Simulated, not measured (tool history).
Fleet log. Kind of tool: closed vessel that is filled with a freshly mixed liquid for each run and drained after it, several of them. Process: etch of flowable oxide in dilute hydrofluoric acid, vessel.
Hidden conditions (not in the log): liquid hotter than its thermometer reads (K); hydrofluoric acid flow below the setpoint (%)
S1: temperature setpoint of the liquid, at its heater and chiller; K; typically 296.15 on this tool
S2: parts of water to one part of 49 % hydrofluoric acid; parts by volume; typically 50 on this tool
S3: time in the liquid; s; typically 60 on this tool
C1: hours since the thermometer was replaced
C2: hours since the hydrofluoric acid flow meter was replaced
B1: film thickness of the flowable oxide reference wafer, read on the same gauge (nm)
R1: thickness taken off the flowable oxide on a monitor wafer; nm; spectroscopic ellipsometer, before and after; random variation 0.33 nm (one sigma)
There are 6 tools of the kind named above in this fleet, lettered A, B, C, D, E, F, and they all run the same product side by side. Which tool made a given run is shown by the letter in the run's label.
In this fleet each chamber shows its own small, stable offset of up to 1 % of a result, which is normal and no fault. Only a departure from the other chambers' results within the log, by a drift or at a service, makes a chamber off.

{"run": "1B", "hour": 4.4, "S1": 296.15, "S2": 50, "S3": 60, "C1": 2384.4, "C2": 197.2, "B1": 60.001, "R1": 33.513}
{"run": "2C", "hour": 11.7, "S1": 296.15, "S2": 50, "S3": 60, "C1": 200.6, "C2": 1066.3, "B1": 60.001, "R1": 33.608}
{"run": "3E", "hour": 21.7, "S1": 296.15, "S2": 50, "S3": 60, "C1": 807.4, "C2": 1311.8, "B1": 60.005, "R1": 33.239}
{"run": "4A", "hour": 28.3, "S1": 296.15, "S2": 50, "S3": 60, "C1": 641.7, "C2": 1497.9, "B1": 59.978, "R1": 33.297}
{"run": "5F", "hour": 33.4, "S1": 296.15, "S2": 50, "S3": 60, "C1": 587.8, "C2": 271.8, "B1": 60.002, "R1": 33.363}
{"run": "6D", "hour": 41.5, "S1": 296.15, "S2": 50, "S3": 60, "C1": 2308.3, "C2": 727.7, "B1": 59.996, "R1": 33.827}
{"run": "7A", "hour": 49.5, "S1": 296.15, "S2": 50, "S3": 60, "C1": 662.9, "C2": 1519.1, "B1": 60.012, "R1": 33.01}
{"run": "8B", "hour": 55.5, "S1": 296.15, "S2": 50, "S3": 60, "C1": 2435.5, "C2": 248.3, "B1": 59.989, "R1": 33.733}
{"hour": 62.6, "done": "chamber B: thermometer replaced"}
{"run": "9F", "hour": 65.3, "S1": 296.15, "S2": 50, "S3": 60, "C1": 619.7, "C2": 303.7, "B1": 60.014, "R1": 33.357}
{"run": "10D", "hour": 71.7, "S1": 296.15, "S2": 50, "S3": 60, "C1": 2338.5, "C2": 757.9, "B1": 59.996, "R1": 34.268}
{"run": "11C", "hour": 76.4, "S1": 296.15, "S2": 50, "S3": 60, "C1": 265.3, "C2": 1131, "B1": 59.993, "R1": 33.04}
{"run": "12E", "hour": 85.5, "S1": 296.15, "S2": 50, "S3": 60, "C1": 871.2, "C2": 1375.6, "B1": 60.021, "R1": 32.618}
{"run": "13D", "hour": 90.2, "S1": 296.15, "S2": 50, "S3": 60, "C1": 2357, "C2": 776.4, "B1": 60.01, "R1": 34.09}
{"run": "14C", "hour": 99.3, "S1": 296.15, "S2": 50, "S3": 60, "C1": 288.2, "C2": 1153.9, "B1": 60.004, "R1": 33.198}
{"run": "15F", "hour": 103.8, "S1": 296.15, "S2": 50, "S3": 60, "C1": 658.2, "C2": 342.2, "B1": 59.988, "R1": 33.621}
{"run": "16E", "hour": 111.2, "S1": 296.15, "S2": 50, "S3": 80, "C1": 896.9, "C2": 1401.3, "B1": 59.976, "R1": 44.358}
{"run": "17A", "hour": 115.8, "S1": 296.15, "S2": 50, "S3": 80, "C1": 729.2, "C2": 1585.4, "B1": 60.005, "R1": 42.591}
{"run": "18B", "hour": 124.3, "S1": 296.15, "S2": 50, "S3": 80, "C1": 61.7, "C2": 317.1, "B1": 60.026, "R1": 44.838}
{"run": "19F", "hour": 129.2, "S1": 296.15, "S2": 50, "S3": 80, "C1": 683.6, "C2": 367.6, "B1": 59.976, "R1": 44.666}
{"run": "20C", "hour": 135.8, "S1": 296.15, "S2": 50, "S3": 80, "C1": 324.7, "C2": 1190.4, "B1": 60.006, "R1": 44.737}
{"run": "21E", "hour": 141.4, "S1": 296.15, "S2": 50, "S3": 80, "C1": 927.1, "C2": 1431.5, "B1": 59.993, "R1": 44.641}
{"run": "22B", "hour": 148.8, "S1": 296.15, "S2": 50, "S3": 60, "C1": 86.2, "C2": 341.6, "B1": 59.997, "R1": 34.082}
{"run": "23A", "hour": 159.0, "S1": 297.65, "S2": 50, "S3": 60, "C1": 772.4, "C2": 1628.6, "B1": 60.005, "R1": 33.347}
{"run": "24D", "hour": 165.3, "S1": 297.65, "S2": 50, "S3": 60, "C1": 2432.1, "C2": 851.5, "B1": 60.005, "R1": 36.115}
{"run": "25B", "hour": 171.6, "S1": 297.65, "S2": 50, "S3": 60, "C1": 109, "C2": 364.4, "B1": 60.015, "R1": 35.768}
{"run": "26C", "hour": 177.1, "S1": 297.65, "S2": 50, "S3": 60, "C1": 366, "C2": 1231.7, "B1": 60.02, "R1": 35.302}
{"run": "27D", "hour": 182.8, "S1": 297.65, "S2": 50, "S3": 60, "C1": 2449.6, "C2": 869, "B1": 60.01, "R1": 35.944}
{"run": "28A", "hour": 189.8, "S1": 297.65, "S2": 50, "S3": 60, "C1": 803.2, "C2": 1659.4, "B1": 60, "R1": 32.823}
{"run": "29E", "hour": 199.6, "S1": 296.15, "S2": 50, "S3": 60, "C1": 985.3, "C2": 1489.7, "B1": 60.016, "R1": 33.22}
{"run": "30F", "hour": 205.2, "S1": 296.15, "S2": 50, "S3": 60, "C1": 759.6, "C2": 443.6, "B1": 59.976, "R1": 33.905}
{"run": "31B", "hour": 213.2, "S1": 296.15, "S2": 50, "S3": 60, "C1": 150.6, "C2": 406, "B1": 59.992, "R1": 33.936}
{"run": "32F", "hour": 220.2, "S1": 296.15, "S2": 50, "S3": 60, "C1": 774.6, "C2": 458.6, "B1": 60.004, "R1": 33.505}
{"run": "33C", "hour": 229.5, "S1": 296.15, "S2": 50, "S3": 60, "C1": 418.4, "C2": 1284.1, "B1": 59.984, "R1": 33.144}
{"run": "34D", "hour": 234.8, "S1": 296.15, "S2": 50, "S3": 60, "C1": 2501.6, "C2": 921, "B1": 60.014, "R1": 34.273}
{"hour": 238.9, "done": "chamber E: hydrofluoric acid flow meter replaced"}
{"run": "35E", "hour": 242.0, "S1": 296.15, "S2": 50, "S3": 60, "C1": 1027.7, "C2": 3.2, "B1": 59.987, "R1": 33.566}
{"run": "36A", "hour": 251.2, "S1": 292.65, "S2": 50, "S3": 35, "C1": 864.6, "C2": 1720.8, "B1": 60.009, "R1": 14.573}

Is one chamber out of step, is the gauge drifting, or do the chambers differ by no more than their own small offsets? For an off chamber, give its letter and the likeliest cause.

One chamber, A, drifts off from the rest bit by bit.
Likeliest cause: hydrofluoric acid flow below the setpoint (%) = 12.2.

Which of the 4 candidates below, each the usual settings with something changed and its results left as question marks, puts chamber A back in line with what the other chambers give on the usual settings?
Maximum distance from the other chambers' mean on the usual settings for a result to count as in line: R1 1.1 nm
{"run": "37A-1", "hour": 258.5, "S1": 296.15, "S2": 50, "S3": 65, "R1": "?"}
{"run": "37A-2", "hour": 258.5, "S1": 292.65, "S2": 50, "S3": 60, "R1": "?"}
{"run": "37A-3", "hour": 258.5, "S1": 296.65, "S2": 45, "S3": 60, "R1": "?"}
{"run": "37A-4", "hour": 258.5, "S1": 296.15, "S2": 50, "S3": 55, "R1": "?"}

On the usual settings, the other chambers give on average: R1 33.563 nm
run=37A-1 R1=31.597
run=37A-2 R1=25.14
run=37A-3 R1=33.333
run=37A-4 R1=26.736
37A-3 puts the chamber back in line with the other chambers.

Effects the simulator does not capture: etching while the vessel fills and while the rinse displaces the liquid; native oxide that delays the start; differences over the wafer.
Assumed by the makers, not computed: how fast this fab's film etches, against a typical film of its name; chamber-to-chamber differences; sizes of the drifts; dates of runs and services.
